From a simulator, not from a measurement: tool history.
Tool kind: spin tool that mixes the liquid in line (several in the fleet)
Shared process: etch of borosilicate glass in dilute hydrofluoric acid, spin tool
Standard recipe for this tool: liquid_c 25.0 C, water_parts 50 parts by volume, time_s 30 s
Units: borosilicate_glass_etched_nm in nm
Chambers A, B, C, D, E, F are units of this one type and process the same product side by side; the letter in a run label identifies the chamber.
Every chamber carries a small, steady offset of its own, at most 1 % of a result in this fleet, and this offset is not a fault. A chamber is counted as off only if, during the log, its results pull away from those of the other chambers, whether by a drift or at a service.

run,hour,liquid_c,water_parts,time_s,hours since the thermometer was replaced,hours since the hydrofluoric acid flow meter was replaced,"read-back film thickness of the borosilicate glass reference wafer, read on the same gauge (nm)",borosilicate_glass_etched_nm
1E,9.1,25.0,50,30,2164.3,1194.6,30.025,25.416
2D,22.4,25.0,50,30,757.1,457.1,30.038,25.266
3B,34.8,25.0,50,30,2222.1,767.2,30.029,25.687
4A,43.4,25.0,50,30,1157.6,1661.7,29.967,25.494
5F,58.3,25.0,50,30,728.5,502.0,29.974,25.083
# hour 69.1: chamber D: hydrofluoric acid flow meter replaced
6C,70.3,27.5,50,30,707.4,1613.4,30.006,28.391
7A,77.3,27.5,50,30,1191.5,1695.6,29.996,28.529
8B,87.3,27.5,50,30,2274.6,819.7,29.957,28.632
9C,102.9,27.5,50,30,740.0,1646.0,29.965,28.514
10E,118.7,27.5,50,30,2273.9,1304.2,29.995,28.488
11F,130.0,27.5,50,30,800.2,573.7,29.987,28.027
# hour 143.2: chamber A: hydrofluoric acid flow meter replaced
12D,144.5,25.0,50,30,879.2,75.5,29.979,25.907
# hour 152.2: chamber E: thermometer replaced
13F,152.7,25.0,60,20,822.9,596.4,29.998,14.015
14C,168.5,25.0,60,20,805.6,1711.6,30.048,14.100
15D,180.3,25.0,60,20,915.0,111.3,30.011,14.040
16A,196.0,25.0,60,20,1310.2,52.8,29.978,13.980
17B,208.0,25.0,60,20,2395.3,940.4,30.000,13.727
# hour 214.7: chamber C: hydrofluoric acid flow meter replaced
18E,219.7,25.0,60,20,67.6,1405.2,29.961,14.044
19D,232.0,25.0,50,30,966.7,163.0,30.000,25.504
20F,247.0,25.0,50,30,917.2,690.7,30.012,25.118
21A,255.6,25.0,50,30,1369.8,112.4,30.030,25.799
22C,268.4,25.0,50,30,905.5,53.7,29.997,25.727
23B,278.0,25.0,50,30,2465.3,1010.4,30.013,25.380
24E,285.2,25.0,50,30,133.1,1470.7,30.004,25.955
25B,293.2,25.0,50,30,2480.5,1025.6,29.982,26.002
26C,308.1,25.0,50,30,945.2,93.4,29.994,25.249
27D,322.9,25.0,50,30,1057.6,253.9,29.987,25.218
# hour 323.7: chamber B: thermometer replaced
28A,336.1,25.0,50,30,1450.3,192.9,29.972,25.858
29F,343.3,25.0,50,30,1013.5,787.0,30.007,23.803
# hour 358.6: chamber B: hydrofluoric acid flow meter replaced
30E,358.8,25.0,50,30,206.7,1544.3,30.024,25.771
31D,367.4,25.0,50,30,1102.1,298.4,29.940,25.908
32A,379.3,25.0,50,30,1493.5,236.1,29.992,25.630
33C,392.7,25.0,50,30,1029.8,178.0,29.982,25.544
34E,402.3,30.0,70,30,250.2,1587.8,29.927,21.877
35B,411.4,30.0,70,30,87.7,52.8,30.007,21.415
36F,418.4,30.0,70,30,1088.6,862.1,29.988,20.347
37A,431.3,30.0,70,30,1545.5,288.1,30.032,21.547
38B,443.5,30.0,70,30,119.8,84.9,30.027,21.327

Predict what each chamber gives when all 6 of them run the settings below next.
39A,454.9,27.5,50,30,,,,?
39B,454.9,27.5,50,30,,,,?
39C,454.9,27.5,50,30,,,,?
39D,454.9,27.5,50,30,,,,?
39E,454.9,27.5,50,30,,,,?
39F,454.9,27.5,50,30,,,,?

run,borosilicate_glass_etched_nm
39A,28.712
39B,28.200
39C,28.243
39D,28.175
39E,28.457
39F,25.449

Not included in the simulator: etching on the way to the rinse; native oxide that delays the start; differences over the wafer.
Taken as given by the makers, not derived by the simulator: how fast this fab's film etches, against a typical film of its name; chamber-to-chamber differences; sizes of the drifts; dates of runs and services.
